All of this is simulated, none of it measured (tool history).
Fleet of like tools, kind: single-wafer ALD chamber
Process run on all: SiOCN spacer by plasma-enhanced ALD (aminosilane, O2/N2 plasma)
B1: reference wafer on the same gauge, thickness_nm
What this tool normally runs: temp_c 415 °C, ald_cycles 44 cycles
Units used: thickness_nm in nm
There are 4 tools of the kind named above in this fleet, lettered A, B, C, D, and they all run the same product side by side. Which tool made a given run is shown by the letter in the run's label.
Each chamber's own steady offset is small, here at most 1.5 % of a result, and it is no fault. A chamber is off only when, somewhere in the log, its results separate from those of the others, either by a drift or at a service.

Run 1B, hour 14.4: usual settings; B1 2.9603. Result: thickness_nm 2.5313 nm.
Run 2A, hour 27.8: usual settings; B1 2.9592. Result: thickness_nm 2.5394 nm.
Run 3D, hour 41: usual settings; B1 2.9585. Result: thickness_nm 2.5487 nm.
Run 4C, hour 50.7: usual settings; B1 2.961. Result: thickness_nm 2.5129 nm.
Run 5D, hour 57.9: usual settings; B1 2.959. Result: thickness_nm 2.5367 nm.
Run 6C, hour 71.1: usual settings; B1 2.9583. Result: thickness_nm 2.5034 nm.
Run 7B, hour 77.6: usual settings; B1 2.958. Result: thickness_nm 2.5237 nm.
Run 8A, hour 92.3: usual settings but temp_c 430 °C, ald_cycles 48 cycles; B1 2.96. Result: thickness_nm 2.6392 nm.
Run 9B, hour 106.1: usual settings but temp_c 430 °C, ald_cycles 48 cycles; B1 2.9594. Result: thickness_nm 2.6197 nm.
Run 10A, hour 117.6: usual settings but temp_c 430 °C, ald_cycles 48 cycles; B1 2.9604. Result: thickness_nm 2.6453 nm.
Run 11D, hour 128.2: usual settings but temp_c 430 °C, ald_cycles 48 cycles; B1 2.9593. Result: thickness_nm 2.6307 nm.
Run 12C, hour 139.1: usual settings; B1 2.9581. Result: thickness_nm 2.5001 nm.
Run 13C, hour 148: usual settings; B1 2.9579. Result: thickness_nm 2.5071 nm.
Run 14D, hour 157.1: usual settings; B1 2.9595. Result: thickness_nm 2.5517 nm.
Run 15A, hour 171.3: usual settings; B1 2.958. Result: thickness_nm 2.541 nm.
Run 16B, hour 180.2: usual settings; B1 2.9614. Result: thickness_nm 2.5277 nm.
Run 17C, hour 190.9: usual settings; B1 2.9633. Result: thickness_nm 2.5032 nm.
Run 18D, hour 199.7: usual settings; B1 2.9576. Result: thickness_nm 2.5402 nm.
Run 19A, hour 209: usual settings; B1 2.96. Result: thickness_nm 2.5389 nm.
Run 20B, hour 219.4: usual settings; B1 2.9606. Result: thickness_nm 2.5279 nm.
Run 21B, hour 232.8: usual settings but temp_c 424 °C, ald_cycles 51 cycles; B1 2.9607. Result: thickness_nm 2.8322 nm.
Run 22D, hour 241.1: usual settings but temp_c 424 °C, ald_cycles 51 cycles; B1 2.9622. Result: thickness_nm 2.8551 nm.
Run 23C, hour 254.6: usual settings but temp_c 424 °C, ald_cycles 51 cycles; B1 2.9602. Result: thickness_nm 2.8261 nm.
Run 24A, hour 263.2: usual settings but temp_c 424 °C, ald_cycles 51 cycles; B1 2.9601. Result: thickness_nm 2.8518 nm.
Run 25C, hour 272.6: usual settings; B1 2.9592. Result: thickness_nm 2.5023 nm.
Run 26B, hour 287.2: usual settings but ald_cycles 39 cycles; B1 2.9582. Result: thickness_nm 2.2309 nm.
Run 27D, hour 301.6: usual settings but ald_cycles 39 cycles; B1 2.9621. Result: thickness_nm 2.2507 nm.
Run 28A, hour 309.6: usual settings but ald_cycles 39 cycles; B1 2.9605. Result: thickness_nm 2.2616 nm.
Run 29D, hour 317: usual settings but ald_cycles 39 cycles; B1 2.9616. Result: thickness_nm 2.2418 nm.
Run 30C, hour 330.9: usual settings but temp_c 425 °C, ald_cycles 50 cycles; B1 2.9611. Result: thickness_nm 2.7556 nm.
Run 31A, hour 345.1: usual settings but temp_c 425 °C, ald_cycles 50 cycles; B1 2.9613. Result: thickness_nm 2.794 nm.
Run 32B, hour 354.1: usual settings but temp_c 425 °C, ald_cycles 50 cycles; B1 2.959. Result: thickness_nm 2.7681 nm.
At hour 368.2: chamber D: thermocouple changed; heater temperature recalibrated.
Run 33C, hour 368.9: usual settings but temp_c 425 °C, ald_cycles 50 cycles; B1 2.9619. Result: thickness_nm 2.7625 nm.
Run 34B, hour 379.2: usual settings; B1 2.9602. Result: thickness_nm 2.525 nm.
At hour 381.2: chamber A: thermocouple changed; heater temperature recalibrated.
Run 35A, hour 394.1: usual settings; B1 2.9612. Result: thickness_nm 2.5228 nm.
Run 36D, hour 407.5: usual settings; B1 2.9592. Result: thickness_nm 2.5469 nm.

Predict what each chamber gives when all 4 of them run the settings below next.
Run 37A, hour 418.1: usual settings. Result: thickness_nm ?.
Run 37B, hour 418.1: usual settings. Result: thickness_nm ?.
Run 37C, hour 418.1: usual settings. Result: thickness_nm ?.
Run 37D, hour 418.1: usual settings. Result: thickness_nm ?.

run  thickness_nm
37A        2.5382
37B        2.5301
37C        2.5132
37D        2.5512
